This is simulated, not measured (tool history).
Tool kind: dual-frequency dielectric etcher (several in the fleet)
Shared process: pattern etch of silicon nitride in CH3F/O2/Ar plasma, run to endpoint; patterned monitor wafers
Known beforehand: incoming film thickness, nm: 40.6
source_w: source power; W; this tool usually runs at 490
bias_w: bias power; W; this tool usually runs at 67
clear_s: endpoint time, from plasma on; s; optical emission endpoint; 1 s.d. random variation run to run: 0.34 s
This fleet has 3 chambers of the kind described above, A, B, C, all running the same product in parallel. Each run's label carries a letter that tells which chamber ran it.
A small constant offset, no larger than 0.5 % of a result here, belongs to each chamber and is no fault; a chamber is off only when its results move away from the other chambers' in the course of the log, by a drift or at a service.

run,hour,source_w,bias_w,hours since the last wet clean,hours since the last source power generator calibration,hours since the last bias power generator calibration,clear_s
1C,5.4,490,67,367.7,1179.5,1439.7,55.696
2B,12.9,490,67,391.3,1340.1,1121.6,55.867
3A,16.2,490,67,218.2,133.9,3353.4,55.636
4A,20,490,67,222,137.7,3357.2,55.26
5C,25.8,490,67,388.1,1199.9,1460.1,55.746
6B,29.9,490,67,408.3,1357.1,1138.6,55.145
7C,33.4,490,67,395.7,1207.5,1467.7,55.797
8A,36.8,490,67,238.8,154.5,3374,55.382
9B,43.9,490,67,422.3,1371.1,1152.6,56.035
10C,50.3,490,67,412.6,1224.4,1484.6,56.347
11B,56.1,490,67,434.5,1383.3,1164.8,55.762
12A,61.3,490,67,263.3,179,3398.5,55.266
13B,68.5,490,67,446.9,1395.7,1177.2,56.054
14C,71.9,490,67,434.2,1246,1506.2,55.528
15A,75.3,490,67,277.3,193,3412.5,56.362
16B,78.8,490,67,457.2,1406,1187.5,56.038
17C,85.7,490,67,448,1259.8,1520,55.165
18A,90.5,590,67,292.5,208.2,3427.7,52.857
19A,95,590,67,297,212.7,3432.2,52.631
20C,100.4,590,67,462.7,1274.5,1534.7,51.655
21B,106,490,67,484.4,1433.2,1214.7,55.421
22B,112,490,67,490.4,1439.2,1220.7,56.607
23C,118.7,490,53,481,1292.8,1553,60.713
24A,125.8,490,53,327.8,243.5,3463,61.614
25B,131.7,490,53,510.1,1458.9,1240.4,60.065
26A,136.1,490,67,338.1,253.8,3473.3,57.242
27C,141.8,490,67,504.1,1315.9,1576.1,56.137
28C,145.2,490,67,507.5,1319.3,1579.5,55.841

Which is it: a chamber that has drifted or been left off by a service, a gauge drift common to all chambers, or only each chamber's usual small offset? If a chamber is off, name it and its likeliest cause.

Chamber A drifts away from the others.
Most likely cause: etch rate under this chamber's usual, % = 3.39.

Here are 4 candidates for chamber A's next run, each the usual settings with a change, their results left as question marks. Which one brings its results back in line with what the others give on the usual settings?
Counts as in line when no further than this from what the other chambers average on the usual settings: clear_s 1.2 s
29A-1,150.6,540,73,,,,?
29A-2,150.6,510,70,,,,?
29A-3,150.6,450,67,,,,?
29A-4,150.6,440,61,,,,?

The mean the other chambers reach with the usual settings: clear_s 55.85 s
run,clear_s
29A-1,53.648
29A-2,55.621
29A-3,59.229
29A-4,61.648
It is 29A-2 that realigns the chamber with its peers.
